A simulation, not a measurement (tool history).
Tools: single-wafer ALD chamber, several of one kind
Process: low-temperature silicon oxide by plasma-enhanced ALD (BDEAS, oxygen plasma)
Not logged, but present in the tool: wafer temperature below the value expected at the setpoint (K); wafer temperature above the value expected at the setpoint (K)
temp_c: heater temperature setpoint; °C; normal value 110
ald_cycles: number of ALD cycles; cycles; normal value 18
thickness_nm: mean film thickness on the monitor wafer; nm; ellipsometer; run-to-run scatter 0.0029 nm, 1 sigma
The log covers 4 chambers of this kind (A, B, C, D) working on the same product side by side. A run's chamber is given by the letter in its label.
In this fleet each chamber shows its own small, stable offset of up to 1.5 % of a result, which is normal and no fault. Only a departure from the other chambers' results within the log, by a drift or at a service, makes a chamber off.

run,hour,temp_c,ald_cycles,hours since the last thermocouple change,"read-back reference wafer on the same gauge, thickness_nm",thickness_nm
1B,8.8,110,18,2442.3,2.2401,2.5194
2D,17.7,110,18,553.9,2.2391,2.5489
3A,26.7,110,18,1294.4,2.2391,2.5213
4C,35.6,110,18,547.7,2.2382,2.5168
5D,41.1,110,18,577.3,2.2384,2.5479
6A,46,110,18,1313.7,2.2382,2.5244
7B,55.8,110,18,2489.3,2.2385,2.5173
8C,64.3,110,18,576.4,2.2386,2.5155
9B,71.2,110,18,2504.7,2.2379,2.5197
10C,79.7,110,18,591.8,2.2374,2.5161
11A,87.7,110,18,1355.4,2.2371,2.5167
12D,94.3,110,18,630.5,2.2364,2.5475
13D,99.4,102,16,635.6,2.2368,2.2955
14C,106.7,102,16,618.8,2.2368,2.2712
15A,113.3,102,16,1381,2.2364,2.2718
16B,121.8,102,16,2555.3,2.2364,2.2694
17A,128.4,110,18,1396.1,2.2352,2.5203
18B,136.9,124,21,2570.4,2.2359,2.8577
19D,142.6,124,21,678.8,2.2354,2.8981
20C,152,124,21,664.1,2.2351,2.8571
21D,159.9,124,21,696.1,2.2347,2.8901
22A,165.3,110,18,1433,2.2349,2.5133
23C,170.4,110,18,682.5,2.2348,2.5104
24B,179,110,18,2612.5,2.2338,2.5118
25D,185.9,116,18,722.1,2.234,2.5107
26A,195.9,116,18,1463.6,2.2337,2.4854
27B,204.4,116,18,2637.9,2.2333,2.4887
28C,211.1,116,18,723.2,2.2338,2.4875
29A,216.3,110,18,1484,2.2333,2.5153
# hour 219.7: chamber B: thermocouple changed; heater temperature recalibrated
30B,221.6,110,18,1.9,2.2333,2.5156
31D,230.8,110,18,767,2.2332,2.5388
32C,240.2,110,18,752.3,2.2321,2.5067
33B,250.2,110,18,30.5,2.232,2.5083
34D,255.2,110,18,791.4,2.2317,2.5425
35A,259.7,110,18,1527.4,2.2317,2.5159
36C,267.9,110,18,780,2.2309,2.511
37A,273.9,110,18,1541.6,2.2317,2.5122
38B,278.8,110,18,59.1,2.231,2.5146
39D,288,110,18,824.2,2.2312,2.5399
40C,297.3,110,18,809.4,2.2311,2.5063
41D,302.5,110,17,838.7,2.2306,2.3984
42C,308.5,110,17,820.6,2.23,2.3695
43A,315,110,17,1582.7,2.2298,2.3709
44B,323.3,110,17,103.6,2.2299,2.3688

Next, all 4 chambers run the settings below, one line each with question marks for the results. What does each chamber give?
45A,330.6,110,16,,,?
45B,330.6,110,16,,,?
45C,330.6,110,16,,,?
45D,330.6,110,16,,,?

run,thickness_nm
45A,2.2322
45B,2.2296
45C,2.2251
45D,2.2506
